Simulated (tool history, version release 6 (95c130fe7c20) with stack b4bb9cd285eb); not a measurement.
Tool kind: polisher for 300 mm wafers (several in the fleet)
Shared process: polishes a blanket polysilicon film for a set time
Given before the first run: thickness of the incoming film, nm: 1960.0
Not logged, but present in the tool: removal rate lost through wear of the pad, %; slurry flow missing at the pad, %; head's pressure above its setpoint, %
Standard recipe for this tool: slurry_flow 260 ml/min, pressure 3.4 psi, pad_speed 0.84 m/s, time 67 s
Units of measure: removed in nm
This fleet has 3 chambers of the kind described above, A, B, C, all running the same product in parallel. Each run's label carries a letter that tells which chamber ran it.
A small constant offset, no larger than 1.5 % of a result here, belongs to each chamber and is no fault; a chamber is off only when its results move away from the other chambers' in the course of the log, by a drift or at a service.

run	hour	slurry_flow	pressure	pad_speed	time	wafers polished on this pad	hours since the slurry nozzle was cleaned	hours since the head pressure was calibrated	removed
# hour 5.9: chamber B: slurry nozzle cleaned
1C	10.0	260	3.4	0.84	67	993	300.6	183.1	574.79
# hour 16.0: chamber C: worn pad replaced by a new one
2A	18.1	260	3.4	0.84	67	395	544.0	106.6	579.95
3B	32.5	260	3.4	0.84	67	1037	26.7	787.5	574.62
4C	42.4	260	3.4	0.84	67	386	333.0	215.5	561.21
# hour 51.6: chamber A: slurry nozzle cleaned
5A	55.3	260	3.4	0.84	67	938	3.8	143.8	575.28
# hour 57.3: chamber B: worn pad replaced by a new one
6B	66.2	260	3.4	0.84	67	131	60.4	821.2	575.91
# hour 67.4: chamber A: worn pad replaced by a new one
7C	77.4	260	3.4	0.84	67	898	368.0	250.5	582.47
8A	89.5	260	3.4	0.84	67	323	38.0	178.0	574.77
# hour 102.1: chamber C: worn pad replaced by a new one
9B	102.6	260	3.4	0.84	67	663	96.8	857.6	575.28
10A	110.4	260	3.4	0.84	67	629	58.9	198.9	581.69
11B	121.0	260	3.4	0.84	67	931	115.2	876.0	602.61
12C	127.7	260	3.4	0.84	67	375	418.3	300.8	570.96
13C	138.0	260	3.4	0.84	67	525	428.6	311.1	567.97
14B	150.0	260	3.4	0.84	67	1355	144.2	905.0	570.75
# hour 152.2: chamber B: worn pad replaced by a new one
15A	156.3	260	3.4	0.84	67	1300	104.8	244.8	570.78
# hour 166.5: chamber A: worn pad replaced by a new one
16C	168.6	260	3.4	0.84	67	972	459.2	341.7	566.98
# hour 175.9: chamber C: worn pad replaced by a new one
17A	178.6	260	3.4	0.84	67	178	127.1	267.1	590.75
18B	187.6	260	3.4	0.84	67	517	181.8	942.6	578.73
19C	193.8	260	3.4	0.84	67	262	484.4	366.9	573.26
20A	207.5	260	3.4	0.84	67	600	156.0	296.0	586.13
21B	216.1	260	3.4	0.84	67	934	210.3	971.1	575.56
22B	223.0	260	3.4	0.84	67	1035	217.2	978.0	588.06
23A	231.1	260	3.4	0.84	67	945	179.6	319.6	577.78
24C	245.3	260	3.4	0.84	67	1014	535.9	418.4	565.46
# hour 252.4: chamber C: worn pad replaced by a new one
# hour 256.1: chamber B: worn pad replaced by a new one
25A	257.9	260	3.4	0.94	67	1337	206.4	346.4	643.15
# hour 263.3: chamber A: worn pad replaced by a new one
26C	269.7	260	3.4	0.94	67	253	560.3	442.8	644.91
27B	277.5	260	3.4	0.94	67	314	271.7	1032.5	652.06
28A	289.3	260	3.4	0.84	67	381	237.8	377.8	583.03
# hour 301.4: chamber C: slurry nozzle cleaned
29B	302.0	260	3.4	0.84	67	672	296.2	1057.0	575.35
30C	309.4	260	3.4	0.84	67	833	8.0	482.5	586.48
# hour 313.9: chamber B: slurry nozzle cleaned
31B	317.5	260	3.4	0.84	67	898	3.6	1072.5	592.35
32A	329.8	260	3.4	0.84	67	973	278.3	418.3	568.87
# hour 333.2: chamber C: worn pad replaced by a new one
33C	338.2	260	3.4	0.84	67	74	36.8	511.3	571.17
# hour 347.3: chamber B: worn pad replaced by a new one
34B	348.1	260	3.4	0.84	67	11	34.2	1103.1	572.44
35A	355.3	260	3.4	0.84	67	1345	303.8	443.8	564.74
# hour 360.1: chamber A: worn pad replaced by a new one
36C	368.9	260	3.4	0.84	67	522	67.5	542.0	583.25
37C	380.3	260	3.4	0.84	67	689	78.9	553.4	571.57
38A	388.3	260	3.4	0.84	67	412	336.8	476.8	572.66
39B	400.6	260	3.4	0.84	67	779	86.7	1155.6	582.79
40A	414.9	260	3.4	0.84	67	800	363.4	503.4	572.47
# hour 426.7: chamber C: worn pad replaced by a new one
41B	427.4	260	3.4	0.84	67	1170	113.5	1182.4	560.02
42C	434.2	260	3.4	0.84	67	110	132.8	607.3	576.42

Each of the 3 chambers runs these same settings next. Fill in every chamber's results:
43A	444.6	260	3.4	0.84	45				?
43B	444.6	260	3.4	0.84	45				?
43C	444.6	260	3.4	0.84	45				?

run	removed
43A	387.46
43B	389.72
43C	387.50
